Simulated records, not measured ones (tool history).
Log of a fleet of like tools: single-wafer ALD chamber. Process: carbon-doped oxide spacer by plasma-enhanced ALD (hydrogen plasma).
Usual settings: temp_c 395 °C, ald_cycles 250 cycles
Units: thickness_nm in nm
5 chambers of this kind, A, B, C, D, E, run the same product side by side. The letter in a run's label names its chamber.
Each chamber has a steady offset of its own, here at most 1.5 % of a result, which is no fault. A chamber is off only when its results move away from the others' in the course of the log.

| run | hour | temp_c | ald_cycles | read-back reference wafer on the same gauge, thickness_nm | thickness_nm |
|---|---|---|---|---|---|
| 1D | 6.7 | 395 | 250 | 12.203 | 12.350 |
| 2B | 15.4 | 395 | 250 | 12.197 | 12.473 |
| 3C | 20.6 | 395 | 250 | 12.194 | 12.397 |
| 4A | 28.1 | 395 | 250 | 12.196 | 12.339 |
| 5E | 33.4 | 395 | 250 | 12.206 | 12.529 |
| 6A | 40.4 | 395 | 250 | 12.195 | 12.377 |
| 7E | 45.3 | 395 | 250 | 12.209 | 12.406 |
| 8C | 52.2 | 395 | 250 | 12.200 | 12.413 |
| 9D | 60.7 | 405 | 215 | 12.202 | 10.463 |
| 10B | 64.8 | 405 | 215 | 12.202 | 10.315 |
| 11A | 73.1 | 405 | 215 | 12.206 | 10.514 |
| 12B | 77.1 | 405 | 215 | 12.197 | 10.356 |
| 13D | 82.7 | 405 | 215 | 12.203 | 10.497 |
| 14E | 87.1 | 395 | 250 | 12.198 | 12.467 |
| 15C | 93.0 | 395 | 250 | 12.204 | 12.358 |
| 16B | 97.3 | 395 | 250 | 12.203 | 12.460 |
| 17D | 105.1 | 386 | 293 | 12.197 | 14.431 |
| 18E | 112.5 | 386 | 293 | 12.202 | 14.658 |
| 19A | 119.3 | 386 | 293 | 12.205 | 14.510 |
| 20C | 124.1 | 386 | 293 | 12.202 | 14.578 |
| 21A | 130.1 | 386 | 293 | 12.201 | 14.592 |
| 22E | 137.2 | 395 | 250 | 12.203 | 12.412 |
| 23D | 141.5 | 395 | 289 | 12.197 | 14.364 |
| 24C | 149.6 | 395 | 289 | 12.202 | 14.357 |
| 25B | 154.3 | 395 | 289 | 12.197 | 14.312 |
| 26D | 158.9 | 395 | 289 | 12.200 | 14.257 |
| 27C | 164.5 | 395 | 289 | 12.199 | 14.376 |
| 28B | 171.0 | 395 | 250 | 12.197 | 12.364 |
| 29A | 178.3 | 395 | 250 | 12.186 | 12.432 |
| 30E | 184.5 | 395 | 250 | 12.201 | 12.383 |
| 31C | 188.4 | 395 | 250 | 12.190 | 12.395 |
| 32A | 196.8 | 395 | 250 | 12.198 | 12.378 |

Next, every chamber runs the same settings. What will each give?
| 33A | 203.1 | 395 | 250 |  | ? |
| 33B | 203.1 | 395 | 250 |  | ? |
| 33C | 203.1 | 395 | 250 |  | ? |
| 33D | 203.1 | 395 | 250 |  | ? |
| 33E | 203.1 | 395 | 250 |  | ? |

| run | thickness_nm |
|---|---|
| 33A | 12.423 |
| 33B | 12.447 |
| 33C | 12.379 |
| 33D | 12.312 |
| 33E | 12.406 |
